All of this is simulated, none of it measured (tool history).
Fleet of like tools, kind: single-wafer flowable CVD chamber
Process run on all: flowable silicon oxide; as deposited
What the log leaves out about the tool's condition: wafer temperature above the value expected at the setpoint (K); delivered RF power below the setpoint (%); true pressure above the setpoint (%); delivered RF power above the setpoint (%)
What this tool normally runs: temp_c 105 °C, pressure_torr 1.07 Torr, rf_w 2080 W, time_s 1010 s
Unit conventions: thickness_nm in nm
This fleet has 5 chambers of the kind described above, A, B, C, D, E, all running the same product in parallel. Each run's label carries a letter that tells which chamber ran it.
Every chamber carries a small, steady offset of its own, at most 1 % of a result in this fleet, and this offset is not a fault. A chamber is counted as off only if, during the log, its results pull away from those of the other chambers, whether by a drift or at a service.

run	hour	temp_c	pressure_torr	rf_w	time_s	hours since the last thermocouple change	hours since the last RF generator calibration	hours since the last manometer calibration	read-back reference wafer on the same gauge, thickness_nm	thickness_nm
1B	13.9	105	1.07	2080	1010	23.1	69.2	488.3	852.45	753.54
2E	21.6	105	1.07	2080	1010	742.4	40.0	197.6	853.45	748.25
3A	29.8	105	1.07	2080	1010	1015.8	792.3	512.8	852.78	745.12
4D	37.5	105	1.07	2080	1010	1606.9	727.9	796.7	853.14	741.22
5C	50.8	105	1.07	2080	1010	886.1	343.3	681.3	852.99	747.65
6E	65.5	105	1.07	2080	1010	786.3	83.9	241.5	852.66	748.05
7D	72.2	105	1.07	2080	1010	1641.6	762.6	831.4	853.00	751.23
8A	83.6	105	1.07	2080	1010	1069.6	846.1	566.6	852.81	742.62
9B	94.3	105	1.07	2080	1010	103.5	149.6	568.7	852.14	752.18
10C	106.1	105	1.07	2080	1010	941.4	398.6	736.6	852.41	746.16
11B	121.1	105	1.07	2080	1010	130.3	176.4	595.5	852.64	753.90
12D	134.7	105	1.07	2080	1010	1704.1	825.1	893.9	852.78	747.94
13A	148.3	105	1.07	2080	820	1134.3	910.8	631.3	853.62	600.05
14E	159.8	105	1.07	2080	820	880.6	178.2	335.8	852.62	605.97
15C	175.0	105	1.07	2080	820	1010.3	467.5	805.5	853.37	605.33
16B	190.3	105	1.07	2080	820	199.5	245.6	664.7	852.54	611.43
17A	197.8	105	1.07	2080	820	1183.8	960.3	680.8	853.96	603.43
18D	208.8	105	1.07	2080	1010	1778.2	899.2	968.0	852.90	750.55
19E	219.0	105	1.07	2080	1010	939.8	237.4	395.0	853.41	744.34
20C	227.1	105	1.07	2080	1010	1062.4	519.6	857.6	853.65	745.69
21D	242.7	105	1.07	1790	1080	1812.1	933.1	1001.9	852.78	770.25
22E	253.4	105	1.07	1790	1080	974.2	271.8	429.4	852.74	765.41
23C	262.1	105	1.07	1790	1080	1097.4	554.6	892.6	853.19	773.55
24B	276.9	105	1.07	1790	1080	286.1	332.2	751.3	854.03	780.24
25A	289.1	105	1.07	1790	1080	1275.1	1051.6	772.1	853.48	764.86
26B	303.9	105	1.07	2080	1010	313.1	359.2	778.3	853.67	756.83
27E	313.7	105	1.07	2080	1010	1034.5	332.1	489.7	852.31	737.94
28A	324.1	105	1.07	2080	1010	1310.1	1086.6	807.1	853.41	742.22
29D	336.6	105	1.07	2080	1010	1906.0	1027.0	1095.8	853.65	746.98
30C	351.0	105	1.07	2080	1010	1186.3	643.5	981.5	852.68	744.54
31D	358.4	105	1.07	2080	1010	1927.8	1048.8	1117.6	852.71	743.16
32C	370.4	105	1.07	2080	910	1205.7	662.9	1000.9	852.35	674.21
33E	383.3	105	1.07	2080	910	1104.1	401.7	559.3	852.17	661.72
34B	397.7	105	1.07	2080	910	406.9	453.0	872.1	853.23	680.28
35A	404.8	105	1.07	2080	910	1390.8	1167.3	887.8	853.00	671.43
36A	411.8	105	1.07	2080	910	1397.8	1174.3	894.8	853.16	668.65
37E	422.2	105	1.07	2080	1010	1143.0	440.6	598.2	852.27	733.16
38C	433.3	105	1.07	2080	1010	1268.6	725.8	1063.8	853.15	743.55
39B	440.1	105	1.07	2080	1010	449.3	495.4	914.5	853.06	763.09
40D	447.5	105	1.07	2080	1010	2016.9	1137.9	1206.7	853.39	746.51
41C	457.9	105	1.07	2080	1010	1293.2	750.4	1088.4	853.23	746.35
42B	472.1	105	1.07	2080	1010	481.3	527.4	946.5	852.09	755.25

Does one chamber stand apart from the rest, does the shared gauge drift, or is all well apart from small per-chamber offsets? Give the chamber and the most likely cause, where there is one.

Chamber E drifts away from the others.
Most likely cause: wafer temperature above the value expected at the setpoint (K) = 0.679.
The log might look much the same if the cause were instead: true pressure below the setpoint (%).

Here are 4 candidates for chamber E's next run, each the usual settings with a change, their results left as question marks. Which one brings its results back in line with what the others give on the usual settings?
Allowed miss from the other chambers' usual-settings mean, per result, to count as in line: thickness_nm 8.80 nm
43E-1	483.2	105	1.06	2075	1000					?
43E-2	483.2	106	1.06	2080	1010					?
43E-3	483.2	105	1.07	2400	1010					?
43E-4	483.2	104	1.08	2080	1010					?

Other chambers, usual settings, mean: thickness_nm 747.35 nm
run	thickness_nm
43E-1	712.09
43E-2	696.12
43E-3	744.06
43E-4	759.13
43E-3 puts the chamber back in line with the other chambers.

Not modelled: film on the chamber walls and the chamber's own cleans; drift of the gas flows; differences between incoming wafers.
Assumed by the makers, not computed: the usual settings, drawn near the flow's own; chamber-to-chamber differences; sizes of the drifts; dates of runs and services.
